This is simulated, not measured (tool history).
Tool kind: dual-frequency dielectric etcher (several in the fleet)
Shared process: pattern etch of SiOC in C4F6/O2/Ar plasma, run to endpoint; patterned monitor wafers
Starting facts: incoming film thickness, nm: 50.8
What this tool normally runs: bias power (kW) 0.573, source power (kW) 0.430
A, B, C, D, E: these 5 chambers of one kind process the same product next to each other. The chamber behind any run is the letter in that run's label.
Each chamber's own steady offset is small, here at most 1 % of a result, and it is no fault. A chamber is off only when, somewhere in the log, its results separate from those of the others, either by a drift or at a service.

run     day  bias power (kW)  source power (kW)  endpoint time (s)
 1A   0.271            0.573              0.430             15.694
 2D   0.717            0.573              0.430             15.741
      1.050  -- chamber D: wet clean of the chamber
 3C   1.217            0.573              0.430             15.782
 4E   1.738            0.573              0.430             15.838
      1.933  -- chamber D: bias power generator calibrated
 5B   2.254            0.573              0.430             15.865
 6B   2.588            0.573              0.430             15.862
 7C   3.062            0.573              0.430             15.754
 8E   3.496            0.573              0.430             15.863
 9A   3.825            0.573              0.490             15.019
10D   4.083            0.573              0.490             14.972
11D   4.533            0.573              0.490             14.977
      4.654  -- chamber D: source power generator calibrated
12C   4.871            0.573              0.490             15.090
13A   5.296            0.573              0.490             14.940
14E   5.679            0.573              0.430             15.752
15B   5.917            0.573              0.500             15.070
16A   6.388            0.573              0.500             14.775
17C   6.838            0.573              0.500             14.924
18B   7.246            0.573              0.500             15.081
      7.562  -- chamber A: bias power generator calibrated
19E   7.583            0.573              0.500             14.943
      7.675  -- chamber B: wet clean of the chamber
20D   7.833            0.667              0.330             16.331
21E   8.175            0.667              0.330             16.481
22B   8.612            0.667              0.330             16.460
23D   9.025            0.667              0.330             16.329
24A   9.283            0.667              0.330             16.311
25C   9.771            0.573              0.430             15.546
     10.017  -- chamber A: wet clean of the chamber
26C  10.121            0.573              0.380             16.294
27E  10.612            0.573              0.380             16.486
28D  10.946            0.573              0.380             16.394
29B  11.196            0.573              0.380             16.698
30A  11.496            0.573              0.380             16.446
31D  11.833            0.447              0.340             18.689
32E  12.158            0.447              0.340             18.923
33B  12.438            0.447              0.340             18.987
34A  12.788            0.447              0.340             18.762
35C  13.225            0.447              0.340             18.415
36D  13.646            0.573              0.430             15.622
37A  14.021            0.573              0.330             17.275

The same settings go to every chamber for the next run, one line per chamber below. Forecast the results for each:
38A  14.396            0.573              0.430                  ?
38B  14.396            0.573              0.430                  ?
38C  14.396            0.573              0.430                  ?
38D  14.396            0.573              0.430                  ?
38E  14.396            0.573              0.430                  ?

run  endpoint time (s)
38A             15.759
38B             15.863
38C             15.255
38D             15.708
38E             15.748
